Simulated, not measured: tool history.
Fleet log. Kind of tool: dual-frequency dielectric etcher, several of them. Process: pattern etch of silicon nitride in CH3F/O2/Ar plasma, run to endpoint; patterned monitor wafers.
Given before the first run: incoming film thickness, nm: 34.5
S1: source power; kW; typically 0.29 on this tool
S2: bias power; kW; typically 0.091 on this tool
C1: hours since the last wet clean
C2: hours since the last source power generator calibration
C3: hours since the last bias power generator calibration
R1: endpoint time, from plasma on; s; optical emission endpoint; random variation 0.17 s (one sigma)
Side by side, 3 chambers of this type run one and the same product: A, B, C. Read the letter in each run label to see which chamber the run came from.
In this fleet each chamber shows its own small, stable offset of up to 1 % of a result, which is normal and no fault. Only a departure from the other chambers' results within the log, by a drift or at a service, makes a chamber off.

run 1C hour=12.1 | S1=0.29 S2=0.091 | C1=368.7 C2=84.2 C3=1293.9 | R1=51.765
run 2A hour=23.6 | S1=0.29 S2=0.091 | C1=77.4 C2=992.7 C3=305.7 | R1=51.927
run 3B hour=34.6 | S1=0.29 S2=0.091 | C1=125.3 C2=1894.5 C3=2171.7 | R1=51.967
run 4C hour=45.7 | S1=0.29 S2=0.091 | C1=402.3 C2=117.8 C3=1327.5 | R1=51.705
run 5B hour=55.4 | S1=0.29 S2=0.091 | C1=146.1 C2=1915.3 C3=2192.5 | R1=51.882
run 6A hour=66.7 | S1=0.29 S2=0.091 | C1=120.5 C2=1035.8 C3=348.8 | R1=52.032
run 7B hour=73.1 | S1=0.33 S2=0.091 | C1=163.8 C2=1933 C3=2210.2 | R1=49.586
run 8A hour=81.6 | S1=0.33 S2=0.091 | C1=135.4 C2=1050.7 C3=363.7 | R1=49.828
run 9C hour=89.5 | S1=0.33 S2=0.091 | C1=446.1 C2=161.6 C3=1371.3 | R1=49.557
run 10B hour=97.2 | S1=0.29 S2=0.091 | C1=187.9 C2=1957.1 C3=2234.3 | R1=51.991
run 11C hour=104.6 | S1=0.29 S2=0.091 | C1=461.2 C2=176.7 C3=1386.4 | R1=51.622
-- hour=113.1 chamber C: wet clean of the chamber
run 12A hour=113.9 | S1=0.29 S2=0.091 | C1=167.7 C2=1083 C3=396 | R1=51.658
run 13B hour=122.2 | S1=0.29 S2=0.091 | C1=212.9 C2=1982.1 C3=2259.3 | R1=52.028
run 14A hour=133.1 | S1=0.29 S2=0.07 | C1=186.9 C2=1102.2 C3=415.2 | R1=57.572
run 15C hour=142.7 | S1=0.29 S2=0.07 | C1=29.7 C2=214.8 C3=1424.5 | R1=57.219
run 16B hour=154.1 | S1=0.29 S2=0.07 | C1=244.8 C2=2014 C3=2291.2 | R1=57.533
run 17A hour=166.5 | S1=0.29 S2=0.083 | C1=220.3 C2=1135.6 C3=448.6 | R1=54.139
run 18C hour=178.3 | S1=0.29 S2=0.083 | C1=65.3 C2=250.4 C3=1460.1 | R1=53.614
run 19B hour=188.2 | S1=0.29 S2=0.083 | C1=278.9 C2=2048.1 C3=2325.3 | R1=53.912
run 20A hour=195.1 | S1=0.29 S2=0.091 | C1=248.9 C2=1164.2 C3=477.2 | R1=52.092
run 21C hour=206.8 | S1=0.29 S2=0.091 | C1=93.8 C2=278.9 C3=1488.6 | R1=51.748
run 22A hour=216.5 | S1=0.29 S2=0.091 | C1=270.3 C2=1185.6 C3=498.6 | R1=52.082
run 23B hour=223.9 | S1=0.29 S2=0.091 | C1=314.6 C2=2083.8 C3=2361 | R1=52.267
run 24C hour=236.3 | S1=0.29 S2=0.091 | C1=123.3 C2=308.4 C3=1518.1 | R1=51.555
run 25C hour=242.3 | S1=0.29 S2=0.091 | C1=129.3 C2=314.4 C3=1524.1 | R1=51.568
run 26B hour=248.9 | S1=0.26 S2=0.077 | C1=339.6 C2=2108.8 C3=2386 | R1=58.125
run 27A hour=256.8 | S1=0.26 S2=0.077 | C1=310.6 C2=1225.9 C3=538.9 | R1=58.012
run 28B hour=263.6 | S1=0.26 S2=0.077 | C1=354.3 C2=2123.5 C3=2400.7 | R1=58.426
run 29A hour=274.1 | S1=0.29 S2=0.091 | C1=327.9 C2=1243.2 C3=556.2 | R1=52.367
run 30C hour=283 | S1=0.25 S2=0.102 | C1=170 C2=355.1 C3=1564.8 | R1=52.341
run 31A hour=294.6 | S1=0.25 S2=0.102 | C1=348.4 C2=1263.7 C3=576.7 | R1=52.502
run 32B hour=300.5 | S1=0.25 S2=0.102 | C1=391.2 C2=2160.4 C3=2437.6 | R1=53.521

Does one chamber stand apart from the rest, does the shared gauge drift, or is all well apart from small per-chamber offsets? Give the chamber and the most likely cause, where there is one.

One chamber, B, drifts off from the rest bit by bit.
Most likely cause: etch rate under this chamber's usual, % = 1.76.
With only this log, it may be confused with: source power that arrives under what is set, %; bias power that arrives under what is set, %.

Which of the 4 candidates below, each the usual settings with something changed and its results left as question marks, puts chamber B back in line with what the other chambers give on the usual settings?
Counts as in line when no further than this from what the other chambers average on the usual settings: R1 0.58 s
run 33B-1 hour=309.8 | S1=0.29 S2=0.082 | R1=?
run 33B-2 hour=309.8 | S1=0.29 S2=0.1 | R1=?
run 33B-3 hour=309.8 | S1=0.29 S2=0.087 | R1=?
run 33B-4 hour=309.8 | S1=0.29 S2=0.095 | R1=?

Average result of the remaining chambers running the usual settings: R1 51.944 s
run=33B-1 R1=54.857
run=33B-2 R1=50.978
run=33B-3 R1=53.684
run=33B-4 R1=51.966
33B-4 puts the chamber back in line with the other chambers.
